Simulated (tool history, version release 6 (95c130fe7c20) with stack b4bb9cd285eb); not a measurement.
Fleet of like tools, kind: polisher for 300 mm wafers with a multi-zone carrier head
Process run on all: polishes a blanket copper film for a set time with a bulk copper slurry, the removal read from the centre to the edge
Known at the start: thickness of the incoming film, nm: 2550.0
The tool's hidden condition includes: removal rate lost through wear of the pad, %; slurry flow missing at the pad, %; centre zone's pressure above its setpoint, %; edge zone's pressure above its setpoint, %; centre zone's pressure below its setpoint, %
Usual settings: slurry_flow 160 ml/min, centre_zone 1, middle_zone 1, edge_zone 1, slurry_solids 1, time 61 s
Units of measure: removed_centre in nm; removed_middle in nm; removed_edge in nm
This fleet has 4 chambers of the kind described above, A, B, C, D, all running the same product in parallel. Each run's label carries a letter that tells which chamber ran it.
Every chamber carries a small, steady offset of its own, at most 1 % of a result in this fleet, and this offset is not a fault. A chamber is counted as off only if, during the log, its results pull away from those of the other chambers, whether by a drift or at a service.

| run | hour | slurry_flow | centre_zone | middle_zone | edge_zone | slurry_solids | time | wafers polished on this pad | hours since the slurry nozzle was cleaned | hours since the centre zone pressure was calibrated | hours since the edge zone pressure was calibrated | removed_centre | removed_middle | removed_edge |
|---|---|---|---|---|---|---|---|---|---|---|---|---|---|---|
|  | 6.1 | chamber C: slurry nozzle cleaned |
| 1B | 13.5 | 160 | 1 | 1 | 1 | 1 | 61 | 604 | 135.1 | 206.8 | 27.3 | 319.12 | 311.55 | 316.31 |
|  | 14.3 | chamber D: worn pad replaced by a new one |
| 2D | 26.2 | 160 | 1 | 1 | 1 | 1 | 61 | 134 | 341.3 | 555.5 | 601.4 | 324.17 | 313.28 | 325.66 |
|  | 34.6 | chamber B: worn pad replaced by a new one |
| 3C | 34.7 | 160 | 1 | 1 | 1 | 1 | 61 | 940 | 28.6 | 331.7 | 187.7 | 315.18 | 314.52 | 314 |
|  | 37.2 | chamber C: centre zone pressure recalibrated |
| 4A | 43.2 | 160 | 1 | 1 | 1 | 1 | 61 | 730 | 216.8 | 231.1 | 257.3 | 313.78 | 314.62 | 317.75 |
| 5A | 50.2 | 160 | 1 | 1 | 1 | 1 | 61 | 809 | 223.8 | 238.1 | 264.3 | 320.2 | 320.04 | 321.68 |
| 6D | 56.8 | 160 | 1 | 1 | 1 | 1 | 61 | 476 | 371.9 | 586.1 | 632 | 327 | 316.19 | 312.35 |
| 7C | 64.9 | 160 | 1 | 1 | 1 | 1 | 61 | 1278 | 58.8 | 27.8 | 217.9 | 318.41 | 312.95 | 316.48 |
| 8B | 74.1 | 160 | 1 | 1 | 1 | 1 | 61 | 442 | 195.7 | 267.4 | 87.9 | 321.08 | 314.92 | 316.42 |
|  | 77.3 | chamber C: worn pad replaced by a new one |
|  | 78.9 | chamber D: worn pad replaced by a new one |
| 9D | 88.8 | 160 | 1 | 1 | 1 | 1 | 61 | 111 | 403.9 | 618.1 | 664 | 325.37 | 316.14 | 322.14 |
| 10B | 96.4 | 160 | 1.08 | 1 | 1 | 1 | 61 | 692 | 218 | 289.7 | 110.2 | 338.21 | 313.72 | 323.82 |
| 11C | 103.6 | 160 | 1.08 | 1 | 1 | 1 | 61 | 294 | 97.5 | 66.5 | 256.6 | 348.46 | 322.78 | 320.42 |
|  | 114.4 | chamber B: worn pad replaced by a new one |
|  | 114.7 | chamber B: slurry nozzle cleaned |
| 12A | 117.4 | 160 | 1.08 | 1 | 1 | 1 | 61 | 1561 | 291 | 305.3 | 331.5 | 344.68 | 306.7 | 312.14 |
| 13D | 125 | 160 | 1.08 | 1 | 1 | 1 | 61 | 516 | 440.1 | 654.3 | 700.2 | 352.9 | 316.47 | 320.93 |
|  | 130.3 | chamber D: worn pad replaced by a new one |
| 14A | 134.3 | 160 | 1 | 1 | 1 | 1 | 61 | 1750 | 307.9 | 322.2 | 348.4 | 305.14 | 305.2 | 316.26 |
| 15B | 143.8 | 160 | 1 | 1 | 1 | 1 | 61 | 329 | 29.2 | 337.1 | 157.6 | 319.09 | 316.82 | 316.25 |
| 16C | 153.2 | 160 | 1 | 1 | 1 | 1 | 61 | 850 | 147.1 | 116.1 | 306.2 | 315.18 | 317.27 | 312.39 |
| 17A | 167.6 | 160 | 1 | 1 | 1 | 1 | 61 | 2123 | 341.2 | 355.5 | 381.7 | 299.69 | 302.96 | 307.88 |
| 18D | 177.6 | 160 | 1 | 1 | 1 | 1 | 61 | 530 | 492.7 | 706.9 | 752.8 | 323.5 | 317.59 | 317.16 |
|  | 179.1 | chamber A: slurry nozzle cleaned |
|  | 185.3 | chamber B: worn pad replaced by a new one |
| 19C | 190.7 | 160 | 1 | 1 | 1 | 1 | 61 | 1270 | 184.6 | 153.6 | 343.7 | 315.24 | 321.56 | 316.46 |
|  | 192 | chamber D: worn pad replaced by a new one |
|  | 201.4 | chamber A: edge zone pressure recalibrated |
| 20B | 205.1 | 160 | 1 | 1 | 1 | 1 | 61 | 222 | 90.5 | 398.4 | 218.9 | 317.88 | 309.05 | 313.97 |
| 21C | 216.5 | 160 | 1 | 1 | 1 | 1.25 | 76 | 1559 | 210.4 | 179.4 | 369.5 | 419.27 | 413.62 | 410.84 |
| 22B | 225 | 160 | 1 | 1 | 1 | 1.25 | 76 | 445 | 110.4 | 418.3 | 238.8 | 415.73 | 413.19 | 410.84 |
| 23D | 232.1 | 160 | 1 | 1 | 1 | 1.25 | 76 | 449 | 547.2 | 761.4 | 807.3 | 422.64 | 414.15 | 418.42 |
| 24A | 244 | 160 | 1 | 1 | 1 | 1.25 | 76 | 2979 | 64.9 | 431.9 | 42.6 | 389.52 | 391.77 | 381.39 |
|  | 246.6 | chamber D: worn pad replaced by a new one |
| 25D | 252.9 | 160 | 1 | 1 | 1 | 1 | 80 | 70 | 568 | 782.2 | 828.1 | 420.94 | 425.98 | 410.53 |
| 26B | 260.7 | 160 | 1 | 1 | 1 | 1 | 80 | 844 | 146.1 | 454 | 274.5 | 413.8 | 410.84 | 412.23 |

Next, all 4 chambers run the settings below, one line each with question marks for the results. What does each chamber give?
| 27A | 271.4 | 160 | 1 | 1 | 1 | 1 | 61 |  |  |  |  | ? | ? | ? |
| 27B | 271.4 | 160 | 1 | 1 | 1 | 1 | 61 |  |  |  |  | ? | ? | ? |
| 27C | 271.4 | 160 | 1 | 1 | 1 | 1 | 61 |  |  |  |  | ? | ? | ? |
| 27D | 271.4 | 160 | 1 | 1 | 1 | 1 | 61 |  |  |  |  | ? | ? | ? |

| run | removed_centre | removed_middle | removed_edge |
|---|---|---|---|
| 27A | 287.56 | 287.5 | 284.74 |
| 27B | 317.78 | 314.39 | 318.56 |
| 27C | 313.34 | 314.48 | 323.11 |
| 27D | 320.21 | 314.73 | 314.47 |
